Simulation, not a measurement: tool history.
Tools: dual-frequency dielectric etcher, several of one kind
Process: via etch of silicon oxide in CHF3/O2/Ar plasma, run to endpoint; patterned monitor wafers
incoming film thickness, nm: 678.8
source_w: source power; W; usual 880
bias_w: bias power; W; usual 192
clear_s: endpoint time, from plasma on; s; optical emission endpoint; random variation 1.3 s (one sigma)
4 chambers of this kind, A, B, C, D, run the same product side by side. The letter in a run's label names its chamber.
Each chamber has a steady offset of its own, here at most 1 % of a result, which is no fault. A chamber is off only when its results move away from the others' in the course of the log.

run     day  source_w  bias_w  clear_s
 1B   0.488       880     192   292.75
 2C   0.729       880     192   288.22
 3D   1.038       880     192   286.35
 4A   1.388       880     192   293.41
 5C   1.846       880     192   289.06
 6D   2.279       880     192   287.08
      2.379  -- chamber C: source power generator calibrated
 7A   2.567       880     192   291.95
 8B     2.8       880     192   291.57
 9B   3.262       770     157    329.5
10D   3.667       770     157   325.52
11C   4.038       770     157   323.69
12A   4.262       770     157   327.21
      4.492  -- chamber D: wet clean of the chamber
13C   4.704       880     192   285.45
14D   4.962       880     192   287.27
15B   5.371       880     192   296.05
16A   5.646       880     192   289.31
17A   5.879       880     192   289.36
18D   6.288       880     192   289.93
19C   6.662       880     192   289.78
20B   7.096       880     192   297.19
21B   7.379       880     192   297.39
22A   7.754       880     192   293.21
23C       8       880     192   288.25
24D   8.308       960     149   304.06
      8.592  -- chamber D: source power generator calibrated
25A   8.733       960     149   305.11
26C   9.054       960     149   300.33
27D   9.462       960     149   299.45
28B   9.862       880     192   298.76
29C  10.329       880     192   286.81
30A  10.617       880     192   290.89
31B  10.892       880     192   298.47
32D  11.267       880     192   287.91
33D  11.608       880     192   286.82
34A  11.946       880     192   289.58
35B  12.204       880     192   301.33
36C  12.692       880     192   286.89
37A  13.021       990     174   288.15

Next, every chamber runs the same settings. What will each give?
38A  13.375       770     192        ?
38B  13.375       770     192        ?
38C  13.375       770     192        ?
38D  13.375       770     192        ?

run  clear_s
38A   308.52
38B   318.51
38C   304.85
38D   303.45

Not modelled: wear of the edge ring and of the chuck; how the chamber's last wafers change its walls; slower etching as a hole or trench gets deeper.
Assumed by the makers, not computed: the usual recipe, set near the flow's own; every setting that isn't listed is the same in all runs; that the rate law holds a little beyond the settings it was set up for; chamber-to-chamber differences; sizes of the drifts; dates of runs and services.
